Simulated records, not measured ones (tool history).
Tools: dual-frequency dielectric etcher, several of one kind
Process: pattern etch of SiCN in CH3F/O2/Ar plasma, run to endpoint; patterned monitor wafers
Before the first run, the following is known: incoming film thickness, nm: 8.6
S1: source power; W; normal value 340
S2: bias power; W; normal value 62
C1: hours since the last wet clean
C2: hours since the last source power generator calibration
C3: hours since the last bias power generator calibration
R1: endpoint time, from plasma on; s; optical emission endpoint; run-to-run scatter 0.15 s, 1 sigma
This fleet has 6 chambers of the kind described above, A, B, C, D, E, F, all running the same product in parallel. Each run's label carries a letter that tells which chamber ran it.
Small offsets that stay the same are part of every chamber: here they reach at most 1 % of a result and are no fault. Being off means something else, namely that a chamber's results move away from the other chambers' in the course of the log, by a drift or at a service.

Run 1D, hour 4.9: usual settings; C1 86.6; C2 4235.6; C3 415.7. Result: R1 25.564 s.
Run 2F, hour 10.4: usual settings; C1 342.9; C2 748.3; C3 311. Result: R1 25.843 s.
Run 3E, hour 13.3: usual settings; C1 201.8; C2 567.6; C3 2516.5. Result: R1 25.563 s.
Run 4C, hour 17.9: usual settings; C1 122.4; C2 1442.5; C3 479.2. Result: R1 25.232 s.
Run 5B, hour 23.9: usual settings; C1 210.3; C2 1228.5; C3 4360.6. Result: R1 25.753 s.
Run 6A, hour 28.5: usual settings but S1 280 W, S2 54 W; C1 403.8; C2 2780.2; C3 3041.3. Result: R1 28.878 s.
Run 7E, hour 32.4: usual settings but S1 280 W, S2 54 W; C1 220.9; C2 586.7; C3 2535.6. Result: R1 28.947 s.
Run 8B, hour 37.3: usual settings but S1 280 W, S2 54 W; C1 223.7; C2 1241.9; C3 4374. Result: R1 28.967 s.
Run 9A, hour 42.6: usual settings but S1 280 W, S2 54 W; C1 417.9; C2 2794.3; C3 3055.4. Result: R1 29.22 s.
Run 10F, hour 48.9: usual settings but S1 280 W, S2 54 W; C1 381.4; C2 786.8; C3 349.5. Result: R1 28.813 s.
At hour 52.4: chamber F: wet clean of the chamber.
Run 11C, hour 53.1: usual settings but S1 280 W, S2 54 W; C1 157.6; C2 1477.7; C3 514.4. Result: R1 28.349 s.
Run 12D, hour 57: usual settings; C1 138.7; C2 4287.7; C3 467.8. Result: R1 25.797 s.
Run 13E, hour 63: usual settings but S1 290 W, S2 52 W; C1 251.5; C2 617.3; C3 2566.2. Result: R1 29.074 s.
Run 14F, hour 68.4: usual settings but S1 290 W, S2 52 W; C1 16.1; C2 806.3; C3 369. Result: R1 28.69 s.
Run 15D, hour 74.4: usual settings but S1 290 W, S2 52 W; C1 156.1; C2 4305.1; C3 485.2. Result: R1 28.988 s.
Run 16C, hour 79.6: usual settings but S1 290 W, S2 52 W; C1 184.1; C2 1504.2; C3 540.9. Result: R1 28.83 s.
Run 17B, hour 83.2: usual settings but S1 290 W, S2 52 W; C1 269.6; C2 1287.8; C3 4419.9. Result: R1 28.965 s.
Run 18A, hour 88.6: usual settings but S1 290 W, S2 52 W; C1 463.9; C2 2840.3; C3 3101.4. Result: R1 28.86 s.
Run 19A, hour 91.6: usual settings; C1 466.9; C2 2843.3; C3 3104.4. Result: R1 26.116 s.
Run 20C, hour 94.6: usual settings; C1 199.1; C2 1519.2; C3 555.9. Result: R1 25.521 s.
Run 21B, hour 99.5: usual settings; C1 285.9; C2 1304.1; C3 4436.2. Result: R1 25.853 s.
Run 22D, hour 105.6: usual settings; C1 187.3; C2 4336.3; C3 516.4. Result: R1 25.336 s.
Run 23F, hour 111: usual settings; C1 58.7; C2 848.9; C3 411.6. Result: R1 25.877 s.
Run 24E, hour 114.5: usual settings; C1 303; C2 668.8; C3 2617.7. Result: R1 25.677 s.
Run 25A, hour 117.8: usual settings; C1 493.1; C2 2869.5; C3 3130.6. Result: R1 25.73 s.
Run 26D, hour 122.7: usual settings; C1 204.4; C2 4353.4; C3 533.5. Result: R1 25.638 s.
Run 27B, hour 127.6: usual settings; C1 314; C2 1332.2; C3 4464.3. Result: R1 25.539 s.
Run 28E, hour 132.2: usual settings; C1 320.7; C2 686.5; C3 2635.4. Result: R1 25.431 s.
At hour 133.4: chamber B: wet clean of the chamber.
Run 29C, hour 136.3: usual settings; C1 240.8; C2 1560.9; C3 597.6. Result: R1 25.589 s.
Run 30F, hour 142.2: usual settings; C1 89.9; C2 880.1; C3 442.8. Result: R1 25.52 s.
Run 31B, hour 148.4: usual settings but S2 68 W; C1 15; C2 1353; C3 4485.1. Result: R1 25.297 s.
Run 32C, hour 152.6: usual settings but S2 68 W; C1 257.1; C2 1577.2; C3 613.9. Result: R1 24.534 s.
Run 33D, hour 157.5: usual settings but S2 68 W; C1 239.2; C2 4388.2; C3 568.3. Result: R1 24.77 s.
Run 34A, hour 160.9: usual settings but S2 68 W; C1 536.2; C2 2912.6; C3 3173.7. Result: R1 24.786 s.
Run 35F, hour 165.1: usual settings but S2 68 W; C1 112.8; C2 903; C3 465.7. Result: R1 24.95 s.
Run 36E, hour 171.3: usual settings but S2 68 W; C1 359.8; C2 725.6; C3 2674.5. Result: R1 24.711 s.
At hour 173.9: chamber A: wet clean of the chamber.
Run 37B, hour 174.4: usual settings but S1 410 W, S2 48 W; C1 41; C2 1379; C3 4511.1. Result: R1 26.035 s.
Run 38A, hour 177.4: usual settings but S1 410 W, S2 48 W; C1 3.5; C2 2929.1; C3 3190.2. Result: R1 26.044 s.
Run 39D, hour 180.8: usual settings but S1 410 W, S2 48 W; C1 262.5; C2 4411.5; C3 591.6. Result: R1 26.214 s.
Run 40F, hour 183.6: usual settings but S1 410 W, S2 48 W; C1 131.3; C2 921.5; C3 484.2. Result: R1 26.306 s.
Run 41E, hour 188.9: usual settings but S1 410 W, S2 48 W; C1 377.4; C2 743.2; C3 2692.1. Result: R1 26.004 s.

Each of the 6 chambers runs these same settings next. Fill in every chamber's results:
Run 42A, hour 193.5: usual settings but S1 300 W. Result: R1 ?.
Run 42B, hour 193.5: usual settings but S1 300 W. Result: R1 ?.
Run 42C, hour 193.5: usual settings but S1 300 W. Result: R1 ?.
Run 42D, hour 193.5: usual settings but S1 300 W. Result: R1 ?.
Run 42E, hour 193.5: usual settings but S1 300 W. Result: R1 ?.
Run 42F, hour 193.5: usual settings but S1 300 W. Result: R1 ?.

run      R1
42A  26.878
42B  26.984
42C  26.594
42D  27.005
42E  26.946
42F  27.038
